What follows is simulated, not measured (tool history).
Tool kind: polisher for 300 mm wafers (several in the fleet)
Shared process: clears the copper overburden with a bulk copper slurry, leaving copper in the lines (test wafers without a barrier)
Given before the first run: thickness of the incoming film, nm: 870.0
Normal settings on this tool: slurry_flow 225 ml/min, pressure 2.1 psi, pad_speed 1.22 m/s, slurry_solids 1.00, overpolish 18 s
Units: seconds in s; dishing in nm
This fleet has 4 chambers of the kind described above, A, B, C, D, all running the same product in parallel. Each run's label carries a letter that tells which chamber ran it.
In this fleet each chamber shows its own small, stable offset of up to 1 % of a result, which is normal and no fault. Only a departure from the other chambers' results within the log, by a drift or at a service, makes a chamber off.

{"run": "1A", "hour": 8.6, "slurry_flow": 225, "pressure": 2.1, "pad_speed": 1.22, "slurry_solids": 1.0, "overpolish": 18, "seconds": 87.218, "dishing": 58.669}
{"run": "2B", "hour": 18.0, "slurry_flow": 225, "pressure": 2.1, "pad_speed": 1.22, "slurry_solids": 1.0, "overpolish": 18, "seconds": 85.599, "dishing": 57.991}
{"hour": 20.6, "done": "chamber B: head pressure recalibrated"}
{"run": "3C", "hour": 27.5, "slurry_flow": 225, "pressure": 2.1, "pad_speed": 1.22, "slurry_solids": 1.0, "overpolish": 18, "seconds": 85.312, "dishing": 56.929}
{"hour": 27.8, "done": "chamber A: slurry blender recalibrated"}
{"hour": 31.8, "done": "chamber D: worn pad replaced by a new one"}
{"hour": 33.7, "done": "chamber A: worn pad replaced by a new one"}
{"run": "4D", "hour": 37.7, "slurry_flow": 225, "pressure": 2.1, "pad_speed": 1.22, "slurry_solids": 1.0, "overpolish": 18, "seconds": 85.802, "dishing": 59.198}
{"hour": 38.1, "done": "chamber B: worn pad replaced by a new one"}
{"hour": 42.5, "done": "chamber C: worn pad replaced by a new one"}
{"run": "5C", "hour": 44.4, "slurry_flow": 170, "pressure": 2.1, "pad_speed": 1.22, "slurry_solids": 1.25, "overpolish": 18, "seconds": 85.092, "dishing": 57.65}
{"run": "6A", "hour": 52.7, "slurry_flow": 170, "pressure": 2.1, "pad_speed": 1.22, "slurry_solids": 1.25, "overpolish": 18, "seconds": 84.961, "dishing": 58.559}
{"hour": 55.2, "done": "chamber D: slurry blender recalibrated"}
{"run": "7D", "hour": 59.0, "slurry_flow": 170, "pressure": 2.1, "pad_speed": 1.22, "slurry_solids": 1.25, "overpolish": 18, "seconds": 86.005, "dishing": 58.719}
{"hour": 68.1, "done": "chamber C: slurry blender recalibrated"}
{"run": "8B", "hour": 70.3, "slurry_flow": 170, "pressure": 2.1, "pad_speed": 1.22, "slurry_solids": 1.25, "overpolish": 18, "seconds": 85.27, "dishing": 59.204}
{"run": "9A", "hour": 79.1, "slurry_flow": 225, "pressure": 2.1, "pad_speed": 1.22, "slurry_solids": 1.0, "overpolish": 18, "seconds": 88.048, "dishing": 58.167}
{"run": "10C", "hour": 90.1, "slurry_flow": 225, "pressure": 2.1, "pad_speed": 1.22, "slurry_solids": 1.0, "overpolish": 18, "seconds": 88.735, "dishing": 59.654}
{"run": "11B", "hour": 97.0, "slurry_flow": 225, "pressure": 2.1, "pad_speed": 1.22, "slurry_solids": 1.0, "overpolish": 18, "seconds": 86.069, "dishing": 57.534}
{"run": "12D", "hour": 106.8, "slurry_flow": 225, "pressure": 2.1, "pad_speed": 1.22, "slurry_solids": 1.0, "overpolish": 18, "seconds": 86.8, "dishing": 57.439}
{"hour": 112.3, "done": "chamber D: worn pad replaced by a new one"}
{"run": "13B", "hour": 115.6, "slurry_flow": 225, "pressure": 2.1, "pad_speed": 1.22, "slurry_solids": 1.0, "overpolish": 18, "seconds": 87.0, "dishing": 58.182}
{"hour": 120.0, "done": "chamber A: worn pad replaced by a new one"}
{"run": "14D", "hour": 122.5, "slurry_flow": 225, "pressure": 2.1, "pad_speed": 1.22, "slurry_solids": 1.0, "overpolish": 18, "seconds": 86.719, "dishing": 56.585}
{"run": "15C", "hour": 130.5, "slurry_flow": 225, "pressure": 2.1, "pad_speed": 1.22, "slurry_solids": 1.0, "overpolish": 18, "seconds": 87.448, "dishing": 57.579}
{"hour": 138.7, "done": "chamber B: worn pad replaced by a new one"}
{"run": "16A", "hour": 139.0, "slurry_flow": 225, "pressure": 2.1, "pad_speed": 1.22, "slurry_solids": 1.0, "overpolish": 18, "seconds": 88.129, "dishing": 58.02}
{"hour": 142.9, "done": "chamber C: worn pad replaced by a new one"}
{"run": "17C", "hour": 149.3, "slurry_flow": 225, "pressure": 2.1, "pad_speed": 1.22, "slurry_solids": 1.0, "overpolish": 18, "seconds": 88.639, "dishing": 56.666}
{"hour": 150.4, "done": "chamber A: slurry nozzle cleaned"}
{"hour": 156.4, "done": "chamber B: slurry blender recalibrated"}
{"run": "18A", "hour": 159.4, "slurry_flow": 225, "pressure": 2.1, "pad_speed": 1.22, "slurry_solids": 1.0, "overpolish": 18, "seconds": 86.98, "dishing": 57.554}
{"run": "19D", "hour": 167.9, "slurry_flow": 225, "pressure": 2.1, "pad_speed": 1.58, "slurry_solids": 1.0, "overpolish": 10, "seconds": 67.076, "dishing": 52.479}
{"run": "20B", "hour": 178.2, "slurry_flow": 225, "pressure": 2.1, "pad_speed": 1.58, "slurry_solids": 1.0, "overpolish": 10, "seconds": 67.121, "dishing": 51.774}
{"run": "21A", "hour": 185.7, "slurry_flow": 225, "pressure": 2.1, "pad_speed": 1.58, "slurry_solids": 1.0, "overpolish": 10, "seconds": 67.695, "dishing": 51.608}
{"hour": 190.7, "done": "chamber A: worn pad replaced by a new one"}
{"run": "22B", "hour": 193.5, "slurry_flow": 225, "pressure": 2.1, "pad_speed": 1.58, "slurry_solids": 1.0, "overpolish": 10, "seconds": 67.5, "dishing": 53.235}
{"hour": 196.7, "done": "chamber D: worn pad replaced by a new one"}
{"run": "23C", "hour": 205.6, "slurry_flow": 260, "pressure": 2.1, "pad_speed": 1.22, "slurry_solids": 1.0, "overpolish": 18, "seconds": 85.719, "dishing": 57.332}
{"run": "24D", "hour": 211.9, "slurry_flow": 260, "pressure": 2.1, "pad_speed": 1.22, "slurry_solids": 1.0, "overpolish": 18, "seconds": 86.893, "dishing": 58.036}
{"run": "25A", "hour": 221.6, "slurry_flow": 260, "pressure": 2.1, "pad_speed": 1.22, "slurry_solids": 1.0, "overpolish": 18, "seconds": 86.444, "dishing": 57.377}
{"hour": 226.0, "done": "chamber B: worn pad replaced by a new one"}
{"run": "26D", "hour": 229.4, "slurry_flow": 260, "pressure": 2.1, "pad_speed": 1.22, "slurry_solids": 1.0, "overpolish": 18, "seconds": 82.674, "dishing": 57.483}
{"hour": 236.6, "done": "chamber A: slurry blender recalibrated"}
{"run": "27B", "hour": 239.7, "slurry_flow": 225, "pressure": 2.1, "pad_speed": 1.22, "slurry_solids": 1.0, "overpolish": 18, "seconds": 87.28, "dishing": 57.493}
{"run": "28C", "hour": 249.8, "slurry_flow": 225, "pressure": 2.1, "pad_speed": 1.22, "slurry_solids": 1.0, "overpolish": 18, "seconds": 87.684, "dishing": 59.224}
{"hour": 254.5, "done": "chamber C: worn pad replaced by a new one"}
{"hour": 254.8, "done": "chamber C: slurry nozzle cleaned"}
{"run": "29D", "hour": 259.5, "slurry_flow": 225, "pressure": 2.1, "pad_speed": 1.22, "slurry_solids": 1.0, "overpolish": 18, "seconds": 84.655, "dishing": 57.237}
{"hour": 261.9, "done": "chamber A: worn pad replaced by a new one"}
{"run": "30B", "hour": 267.2, "slurry_flow": 225, "pressure": 2.1, "pad_speed": 1.22, "slurry_solids": 1.0, "overpolish": 18, "seconds": 86.722, "dishing": 57.015}
{"run": "31C", "hour": 272.6, "slurry_flow": 225, "pressure": 2.1, "pad_speed": 1.22, "slurry_solids": 1.0, "overpolish": 18, "seconds": 85.201, "dishing": 58.714}
{"run": "32A", "hour": 283.4, "slurry_flow": 225, "pressure": 2.1, "pad_speed": 1.22, "slurry_solids": 1.0, "overpolish": 18, "seconds": 88.446, "dishing": 59.291}
{"run": "33A", "hour": 288.8, "slurry_flow": 225, "pressure": 2.1, "pad_speed": 1.22, "slurry_solids": 1.0, "overpolish": 18, "seconds": 86.959, "dishing": 59.357}
{"hour": 290.2, "done": "chamber D: worn pad replaced by a new one"}
{"run": "34B", "hour": 295.1, "slurry_flow": 225, "pressure": 2.1, "pad_speed": 1.22, "slurry_solids": 1.0, "overpolish": 18, "seconds": 86.99, "dishing": 57.89}
{"run": "35D", "hour": 305.0, "slurry_flow": 225, "pressure": 2.1, "pad_speed": 1.22, "slurry_solids": 1.0, "overpolish": 18, "seconds": 86.404, "dishing": 58.266}
{"run": "36C", "hour": 313.5, "slurry_flow": 225, "pressure": 2.1, "pad_speed": 1.22, "slurry_solids": 1.0, "overpolish": 18, "seconds": 85.846, "dishing": 58.004}
{"run": "37D", "hour": 324.9, "slurry_flow": 225, "pressure": 2.1, "pad_speed": 1.22, "slurry_solids": 1.0, "overpolish": 18, "seconds": 85.21, "dishing": 58.5}
{"run": "38A", "hour": 332.0, "slurry_flow": 225, "pressure": 2.1, "pad_speed": 1.22, "slurry_solids": 1.0, "overpolish": 18, "seconds": 87.513, "dishing": 56.787}

All chambers now run identical settings, listed one chamber a line with results as question marks. What results will each chamber show?
{"run": "39A", "hour": 340.7, "slurry_flow": 225, "pressure": 2.4, "pad_speed": 1.22, "slurry_solids": 1.0, "overpolish": 18, "seconds": "?", "dishing": "?"}
{"run": "39B", "hour": 340.7, "slurry_flow": 225, "pressure": 2.4, "pad_speed": 1.22, "slurry_solids": 1.0, "overpolish": 18, "seconds": "?", "dishing": "?"}
{"run": "39C", "hour": 340.7, "slurry_flow": 225, "pressure": 2.4, "pad_speed": 1.22, "slurry_solids": 1.0, "overpolish": 18, "seconds": "?", "dishing": "?"}
{"run": "39D", "hour": 340.7, "slurry_flow": 225, "pressure": 2.4, "pad_speed": 1.22, "slurry_solids": 1.0, "overpolish": 18, "seconds": "?", "dishing": "?"}

run=39A seconds=74.757 dishing=61.886
run=39B seconds=73.324 dishing=60.842
run=39C seconds=75.641 dishing=62.035
run=39D seconds=73.698 dishing=61.430

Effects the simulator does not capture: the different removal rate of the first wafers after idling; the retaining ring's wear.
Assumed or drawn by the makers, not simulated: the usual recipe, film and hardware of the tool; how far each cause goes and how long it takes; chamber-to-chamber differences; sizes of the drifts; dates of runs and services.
